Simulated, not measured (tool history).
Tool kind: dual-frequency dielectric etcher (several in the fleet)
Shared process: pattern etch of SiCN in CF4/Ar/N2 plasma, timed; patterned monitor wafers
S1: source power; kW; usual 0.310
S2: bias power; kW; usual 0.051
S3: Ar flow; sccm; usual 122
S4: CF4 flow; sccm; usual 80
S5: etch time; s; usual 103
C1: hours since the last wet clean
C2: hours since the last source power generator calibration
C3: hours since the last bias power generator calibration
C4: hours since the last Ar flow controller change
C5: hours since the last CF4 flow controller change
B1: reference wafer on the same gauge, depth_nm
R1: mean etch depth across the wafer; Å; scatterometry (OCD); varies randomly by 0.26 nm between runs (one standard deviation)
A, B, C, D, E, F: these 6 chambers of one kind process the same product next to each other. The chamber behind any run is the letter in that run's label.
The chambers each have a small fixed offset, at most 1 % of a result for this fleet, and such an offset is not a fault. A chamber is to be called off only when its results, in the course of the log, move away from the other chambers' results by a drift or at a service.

Run 1E, day 0.104: usual settings; C1 65.9; C2 2479.9; C3 2522.6; C4 420.8; C5 157.3; B1 63.435. Result: R1 557.82 Å.
Run 2C, day 0.262: usual settings; C1 199.3; C2 579.3; C3 2646.5; C4 1941.0; C5 4833.0; B1 63.370. Result: R1 561.82 Å.
Run 3A, day 0.362: usual settings; C1 113.2; C2 1542.0; C3 3007.0; C4 1463.3; C5 2564.6; B1 63.374. Result: R1 558.23 Å.
Run 4B, day 0.471: usual settings; C1 406.5; C2 100.2; C3 792.6; C4 2635.3; C5 95.2; B1 63.425. Result: R1 558.14 Å.
At day 0.550: chamber B: wet clean of the chamber.
Run 5D, day 0.654: usual settings; C1 316.9; C2 3664.8; C3 457.0; C4 2241.0; C5 272.6; B1 63.337. Result: R1 560.14 Å.
Run 6F, day 0.783: usual settings but S3 149 sccm, S4 92 sccm; C1 135.4; C2 2544.6; C3 2111.7; C4 660.3; C5 434.0; B1 63.467. Result: R1 561.70 Å.
Run 7B, day 0.896: usual settings but S3 149 sccm, S4 92 sccm; C1 8.3; C2 110.4; C3 802.8; C4 2645.5; C5 105.4; B1 63.385. Result: R1 550.83 Å.
Run 8A, day 1.012: usual settings but S3 149 sccm, S4 92 sccm; C1 128.8; C2 1557.6; C3 3022.6; C4 1478.9; C5 2580.2; B1 63.452. Result: R1 547.32 Å.
At day 1.075: chamber A: Ar flow controller replaced.
Run 9D, day 1.100: usual settings but S3 149 sccm, S4 92 sccm; C1 327.6; C2 3675.5; C3 467.7; C4 2251.7; C5 283.3; B1 63.378. Result: R1 554.14 Å.
Run 10F, day 1.229: usual settings but S3 149 sccm, S4 92 sccm; C1 146.1; C2 2555.3; C3 2122.4; C4 671.0; C5 444.7; B1 63.437. Result: R1 558.76 Å.
At day 1.400: chamber D: wet clean of the chamber.
Run 11C, day 1.417: usual settings but S3 149 sccm, S4 92 sccm; C1 227.0; C2 607.0; C3 2674.2; C4 1968.7; C5 4860.7; B1 63.448. Result: R1 561.47 Å.
Run 12E, day 1.596: usual settings; C1 101.7; C2 2515.7; C3 2558.4; C4 456.6; C5 193.1; B1 63.371. Result: R1 561.79 Å.
Run 13D, day 1.696: usual settings; C1 7.2; C2 3689.8; C3 482.0; C4 2266.0; C5 297.6; B1 63.376. Result: R1 557.32 Å.
Run 14C, day 1.850: usual settings but S5 122 s; C1 237.4; C2 617.4; C3 2684.6; C4 1979.1; C5 4871.1; B1 63.384. Result: R1 666.36 Å.
Run 15A, day 1.975: usual settings but S5 122 s; C1 151.9; C2 1580.7; C3 3045.7; C4 21.6; C5 2603.3; B1 63.401. Result: R1 662.87 Å.
Run 16E, day 2.150: usual settings but S5 122 s; C1 115.0; C2 2529.0; C3 2571.7; C4 469.9; C5 206.4; B1 63.346. Result: R1 657.75 Å.
Run 17F, day 2.329: usual settings but S5 122 s; C1 172.5; C2 2581.7; C3 2148.8; C4 697.4; C5 471.1; B1 63.411. Result: R1 658.13 Å.
Run 18B, day 2.433: usual settings but S5 122 s; C1 45.2; C2 147.3; C3 839.7; C4 2682.4; C5 142.3; B1 63.422. Result: R1 658.04 Å.
Run 19A, day 2.529: usual settings but S5 122 s; C1 165.2; C2 1594.0; C3 3059.0; C4 34.9; C5 2616.6; B1 63.480. Result: R1 658.41 Å.
Run 20E, day 2.700: usual settings; C1 128.2; C2 2542.2; C3 2584.9; C4 483.1; C5 219.6; B1 63.394. Result: R1 559.65 Å.
Run 21F, day 2.838: usual settings; C1 184.7; C2 2593.9; C3 2161.0; C4 709.6; C5 483.3; B1 63.381. Result: R1 555.75 Å.
Run 22B, day 3.004: usual settings but S3 109 sccm; C1 58.9; C2 161.0; C3 853.4; C4 2696.1; C5 156.0; B1 63.393. Result: R1 568.08 Å.
Run 23D, day 3.162: usual settings but S3 109 sccm; C1 42.4; C2 3725.0; C3 517.2; C4 2301.2; C5 332.8; B1 63.463. Result: R1 568.02 Å.
Run 24C, day 3.271: usual settings but S3 109 sccm; C1 271.5; C2 651.5; C3 2718.7; C4 2013.2; C5 4905.2; B1 63.367. Result: R1 572.53 Å.
Run 25D, day 3.438: usual settings but S3 109 sccm; C1 49.0; C2 3731.6; C3 523.8; C4 2307.8; C5 339.4; B1 63.423. Result: R1 566.80 Å.
Run 26F, day 3.550: usual settings but S3 109 sccm; C1 201.8; C2 2611.0; C3 2178.1; C4 726.7; C5 500.4; B1 63.322. Result: R1 563.87 Å.
Run 27A, day 3.646: usual settings but S3 109 sccm; C1 192.0; C2 1620.8; C3 3085.8; C4 61.7; C5 2643.4; B1 63.388. Result: R1 570.84 Å.
At day 3.717: chamber A: CF4 flow controller replaced.
Run 28B, day 3.796: usual settings; C1 77.9; C2 180.0; C3 872.4; C4 2715.1; C5 175.0; B1 63.347. Result: R1 555.88 Å.
Run 29C, day 3.946: usual settings; C1 287.7; C2 667.7; C3 2734.9; C4 2029.4; C5 4921.4; B1 63.334. Result: R1 564.36 Å.
Run 30E, day 4.033: usual settings; C1 160.2; C2 2574.2; C3 2616.9; C4 515.1; C5 251.6; B1 63.332. Result: R1 563.37 Å.
At day 4.117: chamber D: source power generator calibrated.
Run 31A, day 4.200: usual settings; C1 205.3; C2 1634.1; C3 3099.1; C4 75.0; C5 11.7; B1 63.414. Result: R1 563.18 Å.
Run 32F, day 4.300: usual settings but S1 0.240 kW; C1 219.8; C2 2629.0; C3 2196.1; C4 744.7; C5 518.4; B1 63.419. Result: R1 438.32 Å.
Run 33C, day 4.392: usual settings but S1 0.240 kW; C1 298.4; C2 678.4; C3 2745.6; C4 2040.1; C5 4932.1; B1 63.336. Result: R1 451.08 Å.
Run 34E, day 4.512: usual settings but S1 0.240 kW; C1 171.7; C2 2585.7; C3 2628.4; C4 526.6; C5 263.1; B1 63.357. Result: R1 448.73 Å.
Run 35B, day 4.608: usual settings but S1 0.240 kW; C1 97.4; C2 199.5; C3 891.9; C4 2734.6; C5 194.5; B1 63.329. Result: R1 445.52 Å.
Run 36D, day 4.800: usual settings but S1 0.240 kW; C1 81.7; C2 16.5; C3 556.5; C4 2340.5; C5 372.1; B1 63.430. Result: R1 448.39 Å.
Run 37B, day 4.979: usual settings but S1 0.240 kW; C1 106.3; C2 208.4; C3 900.8; C4 2743.5; C5 203.4; B1 63.323. Result: R1 449.03 Å.
Run 38D, day 5.088: usual settings but S1 0.360 kW, S2 0.043 kW; C1 88.6; C2 23.4; C3 563.4; C4 2347.4; C5 379.0; B1 63.441. Result: R1 603.83 Å.
Run 39C, day 5.262: usual settings but S1 0.360 kW, S2 0.043 kW; C1 319.3; C2 699.3; C3 2766.5; C4 2061.0; C5 4953.0; B1 63.408. Result: R1 609.52 Å.
Run 40E, day 5.442: usual settings but S1 0.360 kW, S2 0.043 kW; C1 194.0; C2 2608.0; C3 2650.7; C4 548.9; C5 285.4; B1 63.375. Result: R1 598.24 Å.

Decide between three cases: one chamber stands off from its peers, the gauge reading all wafers drifts, or nothing is wrong past each chamber's small offset. Where a chamber is off, say which and what most likely put it there.

It is chamber F that slowly wanders off from its peers.
Most likely cause: source power that arrives under what is set, % = 3.32.
It could be hard to tell apart here from: etch rate under this chamber's usual, %.

Chamber F could run next with any of the 4 candidate recipes listed below; each alters the usual settings, and their results appear as question marks. Which one brings its results back in line with what the other chambers deliver on the usual settings?
A result is in line if it is within this distance of the other chambers' mean on the usual settings: R1 9.10 Å
Run 41F-1, day 5.588: usual settings but S5 101.0 s. Result: R1 ?.
Run 41F-2, day 5.588: usual settings but S1 0.320 kW, S5 105.5 s. Result: R1 ?.
Run 41F-3, day 5.588: usual settings but S3 123 sccm, S5 97.5 s. Result: R1 ?.
Run 41F-4, day 5.588: usual settings but S1 0.320 kW. Result: R1 ?.

The other chambers' mean on the usual settings: R1 559.81 Å
  run      R1
41F-1  535.24
41F-2  574.97
41F-3  516.00
41F-4  561.35
The answer is 41F-4, which returns the chamber to within the allowed miss of the others.
